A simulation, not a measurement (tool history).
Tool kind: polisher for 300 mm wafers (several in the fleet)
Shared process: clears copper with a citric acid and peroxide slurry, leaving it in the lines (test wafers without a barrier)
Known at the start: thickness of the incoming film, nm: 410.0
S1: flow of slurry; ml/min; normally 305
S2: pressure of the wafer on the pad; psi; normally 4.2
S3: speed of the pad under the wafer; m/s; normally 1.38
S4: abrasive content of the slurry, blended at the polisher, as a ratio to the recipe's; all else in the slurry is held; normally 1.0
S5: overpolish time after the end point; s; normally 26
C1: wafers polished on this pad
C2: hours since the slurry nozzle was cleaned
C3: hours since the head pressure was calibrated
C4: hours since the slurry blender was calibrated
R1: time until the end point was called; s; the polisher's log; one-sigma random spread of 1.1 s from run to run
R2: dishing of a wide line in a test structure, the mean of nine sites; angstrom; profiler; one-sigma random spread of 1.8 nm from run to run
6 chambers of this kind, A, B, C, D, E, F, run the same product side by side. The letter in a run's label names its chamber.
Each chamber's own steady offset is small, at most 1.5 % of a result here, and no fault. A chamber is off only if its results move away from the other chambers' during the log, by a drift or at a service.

-- day=0.121 chamber E: worn pad replaced by a new one
run 1D day=0.162 | S1=305 S2=4.2 S3=1.38 S4=1.0 S5=26 | C1=1259 C2=488.5 C3=774.4 C4=173.9 | R1=86.973 R2=722.18
-- day=0.296 chamber F: worn pad replaced by a new one
-- day=0.371 chamber A: worn pad replaced by a new one
run 2A day=0.392 | S1=305 S2=4.2 S3=1.38 S4=1.0 S5=26 | C1=3 C2=128.1 C3=1001.8 C4=313.6 | R1=85.936 R2=688.10
-- day=0.542 chamber D: worn pad replaced by a new one
run 3C day=0.638 | S1=305 S2=4.2 S3=1.38 S4=1.0 S5=26 | C1=556 C2=451.6 C3=78.3 C4=146.3 | R1=86.484 R2=697.97
-- day=0.771 chamber A: head pressure recalibrated
-- day=0.808 chamber B: slurry nozzle cleaned
run 4B day=0.817 | S1=305 S2=4.2 S3=1.38 S4=1.0 S5=26 | C1=708 C2=0.2 C3=646.6 C4=116.6 | R1=84.267 R2=761.87
-- day=1.004 chamber C: worn pad replaced by a new one
run 5E day=1.012 | S1=305 S2=4.2 S3=1.38 S4=1.0 S5=26 | C1=151 C2=297.4 C3=948.4 C4=85.2 | R1=85.710 R2=717.61
run 6F day=1.233 | S1=305 S2=4.2 S3=1.38 S4=1.0 S5=26 | C1=159 C2=438.3 C3=702.4 C4=90.1 | R1=85.915 R2=749.27
run 7F day=1.358 | S1=305 S2=4.2 S3=1.38 S4=1.0 S5=26 | C1=181 C2=441.3 C3=705.4 C4=93.1 | R1=87.893 R2=734.64
run 8C day=1.492 | S1=305 S2=4.2 S3=1.38 S4=1.0 S5=26 | C1=82 C2=472.1 C3=98.8 C4=166.8 | R1=86.110 R2=688.44
run 9D day=1.638 | S1=305 S2=4.2 S3=1.38 S4=1.0 S5=26 | C1=186 C2=523.9 C3=809.8 C4=209.3 | R1=86.864 R2=725.42
run 10A day=1.900 | S1=305 S2=4.2 S3=1.38 S4=1.0 S5=26 | C1=259 C2=164.3 C3=27.1 C4=349.8 | R1=88.718 R2=717.47
run 11E day=2.017 | S1=305 S2=4.2 S3=1.38 S4=1.0 S5=26 | C1=322 C2=321.5 C3=972.5 C4=109.3 | R1=87.551 R2=726.64
run 12B day=2.138 | S1=305 S2=4.2 S3=1.38 S4=1.0 S5=26 | C1=932 C2=31.9 C3=678.3 C4=148.3 | R1=82.332 R2=762.27
run 13F day=2.367 | S1=305 S2=4.2 S3=1.38 S4=1.0 S5=26 | C1=352 C2=465.5 C3=729.6 C4=117.3 | R1=88.786 R2=697.73
run 14C day=2.500 | S1=305 S2=4.2 S3=1.38 S4=1.0 S5=26 | C1=254 C2=496.3 C3=123.0 C4=191.0 | R1=86.398 R2=736.52
run 15A day=2.662 | S1=305 S2=4.2 S3=1.38 S4=1.0 S5=26 | C1=389 C2=182.6 C3=45.4 C4=368.1 | R1=90.057 R2=708.84
run 16E day=2.800 | S1=305 S2=4.2 S3=1.38 S4=1.0 S5=26 | C1=455 C2=340.3 C3=991.3 C4=128.1 | R1=85.864 R2=697.15
run 17D day=2.988 | S1=305 S2=4.2 S3=1.38 S4=1.0 S5=26 | C1=415 C2=556.3 C3=842.2 C4=241.7 | R1=88.250 R2=737.50
run 18B day=3.183 | S1=305 S2=4.2 S3=1.60 S4=1.1 S5=26 | C1=1109 C2=57.0 C3=703.4 C4=173.4 | R1=69.835 R2=789.70
-- day=3.233 chamber C: slurry blender recalibrated
-- day=3.338 chamber D: slurry blender recalibrated
run 19D day=3.379 | S1=305 S2=4.2 S3=1.60 S4=1.1 S5=26 | C1=482 C2=565.7 C3=851.6 C4=1.0 | R1=73.572 R2=813.24
run 20A day=3.512 | S1=305 S2=4.2 S3=1.60 S4=1.1 S5=26 | C1=533 C2=203.0 C3=65.8 C4=388.5 | R1=76.733 R2=809.99
run 21B day=3.667 | S1=305 S2=4.2 S3=1.60 S4=1.1 S5=26 | C1=1192 C2=68.6 C3=715.0 C4=185.0 | R1=71.878 R2=850.36
-- day=3.725 chamber C: worn pad replaced by a new one
run 22E day=3.804 | S1=305 S2=4.2 S3=1.60 S4=1.1 S5=26 | C1=625 C2=364.4 C3=1015.4 C4=152.2 | R1=72.308 R2=842.22
run 23F day=3.938 | S1=305 S2=4.2 S3=1.60 S4=1.1 S5=26 | C1=619 C2=503.2 C3=767.3 C4=155.0 | R1=74.545 R2=812.33
run 24C day=4.133 | S1=305 S2=4.2 S3=1.38 S4=1.0 S5=26 | C1=69 C2=535.5 C3=162.2 C4=21.7 | R1=86.691 R2=768.64
-- day=4.338 chamber F: worn pad replaced by a new one
run 25C day=4.342 | S1=305 S2=4.2 S3=1.38 S4=1.0 S5=26 | C1=105 C2=540.5 C3=167.2 C4=26.7 | R1=87.455 R2=749.54
-- day=4.442 chamber E: worn pad replaced by a new one
run 26D day=4.583 | S1=305 S2=4.2 S3=1.38 S4=1.0 S5=26 | C1=686 C2=594.6 C3=880.5 C4=29.9 | R1=84.896 R2=736.51
-- day=4.712 chamber B: worn pad replaced by a new one
run 27A day=4.712 | S1=305 S2=4.2 S3=1.38 S4=1.0 S5=26 | C1=737 C2=231.8 C3=94.6 C4=417.3 | R1=92.039 R2=700.57
-- day=4.875 chamber B: head pressure recalibrated
run 28B day=4.975 | S1=305 S2=4.2 S3=1.38 S4=1.0 S5=26 | C1=44 C2=100.0 C3=2.5 C4=216.4 | R1=85.734 R2=738.59
run 29F day=5.138 | S1=305 S2=4.2 S3=1.38 S4=1.0 S5=26 | C1=136 C2=532.0 C3=796.1 C4=183.8 | R1=85.344 R2=776.62
run 30E day=5.279 | S1=305 S2=4.2 S3=1.38 S4=1.0 S5=26 | C1=142 C2=399.8 C3=1050.8 C4=187.6 | R1=85.573 R2=711.46
run 31D day=5.442 | S1=305 S2=4.2 S3=1.38 S4=1.0 S5=26 | C1=832 C2=615.2 C3=901.1 C4=50.5 | R1=86.996 R2=697.54
run 32F day=5.612 | S1=305 S2=4.2 S3=1.38 S4=1.0 S5=26 | C1=216 C2=543.4 C3=807.5 C4=195.2 | R1=87.377 R2=724.58
run 33E day=5.771 | S1=305 S2=4.2 S3=1.38 S4=1.0 S5=26 | C1=226 C2=411.6 C3=1062.6 C4=199.4 | R1=89.237 R2=728.71
run 34C day=5.967 | S1=305 S2=4.2 S3=1.38 S4=1.0 S5=26 | C1=381 C2=579.5 C3=206.2 C4=65.7 | R1=85.158 R2=719.11
-- day=5.979 chamber F: head pressure recalibrated
run 35A day=6.092 | S1=305 S2=4.2 S3=1.38 S4=1.0 S5=26 | C1=971 C2=264.9 C3=127.7 C4=450.4 | R1=95.705 R2=691.60
run 36B day=6.250 | S1=305 S2=4.2 S3=1.38 S4=1.0 S5=26 | C1=261 C2=130.6 C3=33.1 C4=247.0 | R1=85.756 R2=733.27
run 37B day=6.504 | S1=305 S2=4.2 S3=1.38 S4=1.0 S5=26 | C1=304 C2=136.7 C3=39.2 C4=253.1 | R1=84.591 R2=719.17
run 38F day=6.738 | S1=305 S2=4.2 S3=1.38 S4=1.0 S5=26 | C1=407 C2=570.4 C3=18.3 C4=222.2 | R1=87.152 R2=724.71
-- day=6.829 chamber C: worn pad replaced by a new one
run 39C day=6.896 | S1=305 S2=4.2 S3=1.38 S4=1.0 S5=26 | C1=11 C2=601.8 C3=228.5 C4=88.0 | R1=86.599 R2=700.84

The same settings go to every chamber for the next run, one line per chamber below. Forecast the results for each:
run 40A day=7.083 | S1=305 S2=4.2 S3=1.38 S4=1.0 S5=19 | R1=? R2=?
run 40B day=7.083 | S1=305 S2=4.2 S3=1.38 S4=1.0 S5=19 | R1=? R2=?
run 40C day=7.083 | S1=305 S2=4.2 S3=1.38 S4=1.0 S5=19 | R1=? R2=?
run 40D day=7.083 | S1=305 S2=4.2 S3=1.38 S4=1.0 S5=19 | R1=? R2=?
run 40E day=7.083 | S1=305 S2=4.2 S3=1.38 S4=1.0 S5=19 | R1=? R2=?
run 40F day=7.083 | S1=305 S2=4.2 S3=1.38 S4=1.0 S5=19 | R1=? R2=?

run=40A R1=94.889 R2=528.47
run=40B R1=85.119 R2=574.51
run=40C R1=86.492 R2=563.54
run=40D R1=85.869 R2=574.09
run=40E R1=85.671 R2=590.31
run=40F R1=83.491 R2=556.59
